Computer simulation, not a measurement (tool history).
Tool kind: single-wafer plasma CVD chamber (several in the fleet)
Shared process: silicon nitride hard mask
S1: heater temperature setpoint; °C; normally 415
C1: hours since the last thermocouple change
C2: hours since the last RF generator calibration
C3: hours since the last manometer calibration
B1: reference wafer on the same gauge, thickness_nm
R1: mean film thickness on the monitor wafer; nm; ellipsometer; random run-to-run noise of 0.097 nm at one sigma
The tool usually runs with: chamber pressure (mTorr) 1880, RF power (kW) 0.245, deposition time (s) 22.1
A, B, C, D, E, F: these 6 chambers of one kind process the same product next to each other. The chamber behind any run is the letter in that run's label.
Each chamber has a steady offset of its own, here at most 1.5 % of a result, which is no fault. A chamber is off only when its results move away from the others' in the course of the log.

Run 1F, day 0.467: usual settings; C1 1162.3; C2 1354.2; C3 1288.7; B1 20.712. Result: R1 22.909 nm.
Run 2E, day 0.775: usual settings; C1 1882.9; C2 769.6; C3 497; B1 20.706. Result: R1 22.833 nm.
Run 3D, day 1.217: usual settings; C1 1987.2; C2 895; C3 892.1; B1 20.709. Result: R1 23.282 nm.
Run 4B, day 1.667: usual settings; C1 3256.5; C2 250.7; C3 1700.5; B1 20.684. Result: R1 23.508 nm.
Run 5A, day 2.254: usual settings; C1 1793.3; C2 1230.3; C3 1053.6; B1 20.703. Result: R1 23.22 nm.
Run 6C, day 2.571: usual settings; C1 703.7; C2 712.2; C3 1304.9; B1 20.71. Result: R1 22.924 nm.
Run 7C, day 3.167: usual settings; C1 718; C2 726.5; C3 1319.2; B1 20.703. Result: R1 22.688 nm.
Run 8D, day 3.483: usual settings; C1 2041.6; C2 949.4; C3 946.5; B1 20.712. Result: R1 23.307 nm.
Run 9A, day 4.058: usual settings; C1 1836.6; C2 1273.6; C3 1096.9; B1 20.703. Result: R1 23.032 nm.
At day 4.217: chamber B: thermocouple changed; heater temperature recalibrated.
Run 10B, day 4.492: usual settings; C1 6.7; C2 318.5; C3 1768.3; B1 20.691. Result: R1 23.095 nm.
At day 4.783: chamber C: capacitance manometer re-zeroed and calibrated.
Run 11E, day 4.975: usual settings; C1 1983.7; C2 870.4; C3 597.8; B1 20.674. Result: R1 22.961 nm.
Run 12F, day 5.567: usual settings; C1 1284.7; C2 1476.6; C3 1411.1; B1 20.698. Result: R1 22.975 nm.
Run 13E, day 5.946: usual settings; C1 2007; C2 893.7; C3 621.1; B1 20.691. Result: R1 22.883 nm.
Run 14F, day 6.408: usual settings; C1 1304.9; C2 1496.8; C3 1431.3; B1 20.708. Result: R1 23.124 nm.
Run 15C, day 6.808: usual settings; C1 805.4; C2 813.9; C3 48.6; B1 20.708. Result: R1 22.727 nm.
Run 16B, day 7.208: usual settings; C1 71.9; C2 383.7; C3 1833.5; B1 20.694. Result: R1 23.207 nm.
Run 17A, day 7.604: usual settings; C1 1921.7; C2 1358.7; C3 1182; B1 20.678. Result: R1 22.591 nm.
At day 7.896: chamber A: capacitance manometer re-zeroed and calibrated.
Run 18D, day 7.975: usual settings; C1 2149.4; C2 1057.2; C3 1054.3; B1 20.696. Result: R1 23.243 nm.
Run 19C, day 8.525: usual settings; C1 846.6; C2 855.1; C3 89.8; B1 20.712. Result: R1 22.708 nm.
Run 20A, day 9.121: usual settings; C1 1958.1; C2 1395.1; C3 29.4; B1 20.733. Result: R1 22.49 nm.
Run 21F, day 9.612: usual settings; C1 1381.8; C2 1573.7; C3 1508.2; B1 20.713. Result: R1 22.921 nm.
At day 9.721: chamber E: thermocouple changed; heater temperature recalibrated.
Run 22D, day 9.896: usual settings; C1 2195.5; C2 1103.3; C3 1100.4; B1 20.732. Result: R1 23.258 nm.
Run 23B, day 10.196: usual settings; C1 143.6; C2 455.4; C3 1905.2; B1 20.718. Result: R1 23.147 nm.
Run 24E, day 10.458: usual settings; C1 17.7; C2 1002; C3 729.4; B1 20.697. Result: R1 22.732 nm.
Run 25E, day 10.925: usual settings; C1 28.9; C2 1013.2; C3 740.6; B1 20.702. Result: R1 22.963 nm.
Run 26D, day 11.483: usual settings but chamber pressure (mTorr) 1520, RF power (kW) 0.21; C1 2233.6; C2 1141.4; C3 1138.5; B1 20.708. Result: R1 19.538 nm.
Run 27F, day 11.883: usual settings but chamber pressure (mTorr) 1520, RF power (kW) 0.21; C1 1436.3; C2 1628.2; C3 1562.7; B1 20.712. Result: R1 19.41 nm.
At day 12.158: chamber D: RF generator calibrated.
Run 28A, day 12.438: usual settings but chamber pressure (mTorr) 1520, RF power (kW) 0.21; C1 2037.7; C2 1474.7; C3 109; B1 20.693. Result: R1 18.688 nm.
Run 29C, day 12.871: usual settings but chamber pressure (mTorr) 1520, RF power (kW) 0.21; C1 950.9; C2 959.4; C3 194.1; B1 20.717. Result: R1 19.203 nm.
Run 30B, day 13.383: usual settings but chamber pressure (mTorr) 1520, RF power (kW) 0.21; C1 220.1; C2 531.9; C3 1981.7; B1 20.7. Result: R1 19.705 nm.
Run 31E, day 13.708: usual settings but chamber pressure (mTorr) 1520, RF power (kW) 0.21; C1 95.7; C2 1080; C3 807.4; B1 20.703. Result: R1 19.353 nm.
Run 32B, day 14.158: usual settings; C1 238.7; C2 550.5; C3 2000.3; B1 20.688. Result: R1 23.101 nm.
Run 33C, day 14.708: usual settings; C1 995; C2 1003.5; C3 238.2; B1 20.721. Result: R1 22.877 nm.
Run 34F, day 15.179: usual settings; C1 1515.4; C2 1707.3; C3 1641.8; B1 20.697. Result: R1 22.96 nm.
Run 35A, day 15.438: usual settings; C1 2109.7; C2 1546.7; C3 181; B1 20.709. Result: R1 22.065 nm.
Run 36D, day 15.779: usual settings but chamber pressure (mTorr) 1480, deposition time (s) 18.3; C1 2336.7; C2 87; C3 1241.6; B1 20.697. Result: R1 18.007 nm.
Run 37A, day 16.321: usual settings but chamber pressure (mTorr) 1480, deposition time (s) 18.3; C1 2130.9; C2 1567.9; C3 202.2; B1 20.679. Result: R1 17.016 nm.
Run 38F, day 16.788: usual settings but chamber pressure (mTorr) 1480, deposition time (s) 18.3; C1 1554; C2 1745.9; C3 1680.4; B1 20.726. Result: R1 17.801 nm.
Run 39B, day 17.075: usual settings but chamber pressure (mTorr) 1480, deposition time (s) 18.3; C1 308.7; C2 620.5; C3 2070.3; B1 20.703. Result: R1 17.945 nm.
Run 40D, day 17.521: usual settings but chamber pressure (mTorr) 1480, deposition time (s) 18.3; C1 2378.5; C2 128.8; C3 1283.4; B1 20.68. Result: R1 17.864 nm.
Run 41E, day 17.833: usual settings but chamber pressure (mTorr) 1480, deposition time (s) 18.3; C1 194.7; C2 1179; C3 906.4; B1 20.706. Result: R1 17.869 nm.
Run 42C, day 18.129: usual settings; C1 1077.1; C2 1085.6; C3 320.3; B1 20.686. Result: R1 22.791 nm.

Predict what each chamber gives when all 6 of them run the settings below next.
Run 43A, day 18.554: usual settings but chamber pressure (mTorr) 2020. Result: R1 ?.
Run 43B, day 18.554: usual settings but chamber pressure (mTorr) 2020. Result: R1 ?.
Run 43C, day 18.554: usual settings but chamber pressure (mTorr) 2020. Result: R1 ?.
Run 43D, day 18.554: usual settings but chamber pressure (mTorr) 2020. Result: R1 ?.
Run 43E, day 18.554: usual settings but chamber pressure (mTorr) 2020. Result: R1 ?.
Run 43F, day 18.554: usual settings but chamber pressure (mTorr) 2020. Result: R1 ?.

run      R1
43A  22.301
43B  23.644
43C  23.183
43D  23.728
43E  23.399
43F  23.357
